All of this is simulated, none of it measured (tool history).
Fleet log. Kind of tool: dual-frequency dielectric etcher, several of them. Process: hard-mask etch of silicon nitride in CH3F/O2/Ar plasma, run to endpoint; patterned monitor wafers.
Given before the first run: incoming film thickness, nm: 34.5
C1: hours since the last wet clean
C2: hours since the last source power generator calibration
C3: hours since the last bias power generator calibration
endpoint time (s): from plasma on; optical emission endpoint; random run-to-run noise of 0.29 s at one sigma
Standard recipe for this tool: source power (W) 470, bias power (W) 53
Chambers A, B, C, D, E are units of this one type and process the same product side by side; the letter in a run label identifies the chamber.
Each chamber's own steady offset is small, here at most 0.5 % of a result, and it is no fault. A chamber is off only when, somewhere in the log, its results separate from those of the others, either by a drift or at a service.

Run 1E, hour 15.2: usual settings; C1 465.2; C2 473.5; C3 726. Result: endpoint time (s) 51.95.
Run 2A, hour 23.6: usual settings; C1 358.5; C2 1963.5; C3 600.6. Result: endpoint time (s) 51.852.
Run 3C, hour 30.8: usual settings; C1 259.5; C2 1004.7; C3 296.3. Result: endpoint time (s) 52.414.
Run 4D, hour 38.8: usual settings; C1 121.5; C2 491.7; C3 1925.9. Result: endpoint time (s) 52.311.
At hour 43.2: chamber E: wet clean of the chamber.
Run 5B, hour 50: usual settings but source power (W) 570, bias power (W) 57; C1 328.1; C2 2557.8; C3 1351.2. Result: endpoint time (s) 47.287.
Run 6B, hour 61: usual settings but source power (W) 570, bias power (W) 57; C1 339.1; C2 2568.8; C3 1362.2. Result: endpoint time (s) 47.265.
Run 7D, hour 68.1: usual settings but source power (W) 570, bias power (W) 57; C1 150.8; C2 521; C3 1955.2. Result: endpoint time (s) 47.234.
At hour 80: chamber A: wet clean of the chamber.
Run 8C, hour 82.5: usual settings but source power (W) 570, bias power (W) 57; C1 311.2; C2 1056.4; C3 348. Result: endpoint time (s) 46.84.
At hour 89.6: chamber B: wet clean of the chamber.
Run 9E, hour 91.9: usual settings but source power (W) 570, bias power (W) 57; C1 48.7; C2 550.2; C3 802.7. Result: endpoint time (s) 46.75.
Run 10A, hour 99.2: usual settings; C1 19.3; C2 2039.1; C3 676.2. Result: endpoint time (s) 51.838.
Run 11E, hour 113.8: usual settings but source power (W) 540, bias power (W) 65; C1 70.6; C2 572.1; C3 824.6. Result: endpoint time (s) 46.071.
Run 12B, hour 123.9: usual settings but source power (W) 540, bias power (W) 65; C1 34.4; C2 2631.7; C3 1425.1. Result: endpoint time (s) 46.136.
Run 13D, hour 137.5: usual settings but source power (W) 540, bias power (W) 65; C1 220.2; C2 590.4; C3 2024.6. Result: endpoint time (s) 46.529.
Run 14C, hour 149.7: usual settings but source power (W) 540, bias power (W) 65; C1 378.4; C2 1123.6; C3 415.2. Result: endpoint time (s) 45.447.
At hour 151.4: chamber C: wet clean of the chamber.
Run 15A, hour 161.1: usual settings but source power (W) 540, bias power (W) 65; C1 81.2; C2 2101; C3 738.1. Result: endpoint time (s) 45.917.
Run 16B, hour 177: usual settings; C1 87.5; C2 2684.8; C3 1478.2. Result: endpoint time (s) 51.783.
Run 17D, hour 186.7: usual settings; C1 269.4; C2 639.6; C3 2073.8. Result: endpoint time (s) 51.835.
Run 18C, hour 195.8: usual settings; C1 44.5; C2 1169.7; C3 461.3. Result: endpoint time (s) 51.959.
Run 19E, hour 206.2: usual settings; C1 163; C2 664.5; C3 917. Result: endpoint time (s) 51.787.
Run 20A, hour 213.3: usual settings; C1 133.4; C2 2153.2; C3 790.3. Result: endpoint time (s) 51.656.
At hour 216.5: chamber D: wet clean of the chamber.
Run 21A, hour 228.1: usual settings; C1 148.2; C2 2168; C3 805.1. Result: endpoint time (s) 51.473.
Run 22B, hour 236.6: usual settings; C1 147.1; C2 2744.4; C3 1537.8. Result: endpoint time (s) 51.177.
Run 23D, hour 246.8: usual settings; C1 30.3; C2 699.7; C3 2133.9. Result: endpoint time (s) 49.508.
Run 24E, hour 261.5: usual settings; C1 218.3; C2 719.8; C3 972.3. Result: endpoint time (s) 51.597.
Run 25C, hour 271.5: usual settings; C1 120.2; C2 1245.4; C3 537. Result: endpoint time (s) 51.533.
Run 26C, hour 280.6: usual settings; C1 129.3; C2 1254.5; C3 546.1. Result: endpoint time (s) 51.871.
Run 27B, hour 291.9: usual settings; C1 202.4; C2 2799.7; C3 1593.1. Result: endpoint time (s) 51.534.
Run 28D, hour 305.8: usual settings; C1 89.3; C2 758.7; C3 2192.9. Result: endpoint time (s) 49.225.
Run 29A, hour 317.3: usual settings; C1 237.4; C2 2257.2; C3 894.3. Result: endpoint time (s) 50.998.
Run 30E, hour 333.7: usual settings; C1 290.5; C2 792; C3 1044.5. Result: endpoint time (s) 52.428.
Run 31B, hour 343.2: usual settings; C1 253.7; C2 2851; C3 1644.4. Result: endpoint time (s) 51.527.
Run 32D, hour 359.6: usual settings but source power (W) 520, bias power (W) 61; C1 143.1; C2 812.5; C3 2246.7. Result: endpoint time (s) 45.644.

For the next run the whole fleet of 5 chambers uses the same settings. Give each chamber's results:
Run 33A, hour 371.3: usual settings. Result: endpoint time (s) ?.
Run 33B, hour 371.3: usual settings. Result: endpoint time (s) ?.
Run 33C, hour 371.3: usual settings. Result: endpoint time (s) ?.
Run 33D, hour 371.3: usual settings. Result: endpoint time (s) ?.
Run 33E, hour 371.3: usual settings. Result: endpoint time (s) ?.

run  endpoint time (s)
33A              51.86
33B             51.666
33C             51.796
33D             49.295
33E              52.31

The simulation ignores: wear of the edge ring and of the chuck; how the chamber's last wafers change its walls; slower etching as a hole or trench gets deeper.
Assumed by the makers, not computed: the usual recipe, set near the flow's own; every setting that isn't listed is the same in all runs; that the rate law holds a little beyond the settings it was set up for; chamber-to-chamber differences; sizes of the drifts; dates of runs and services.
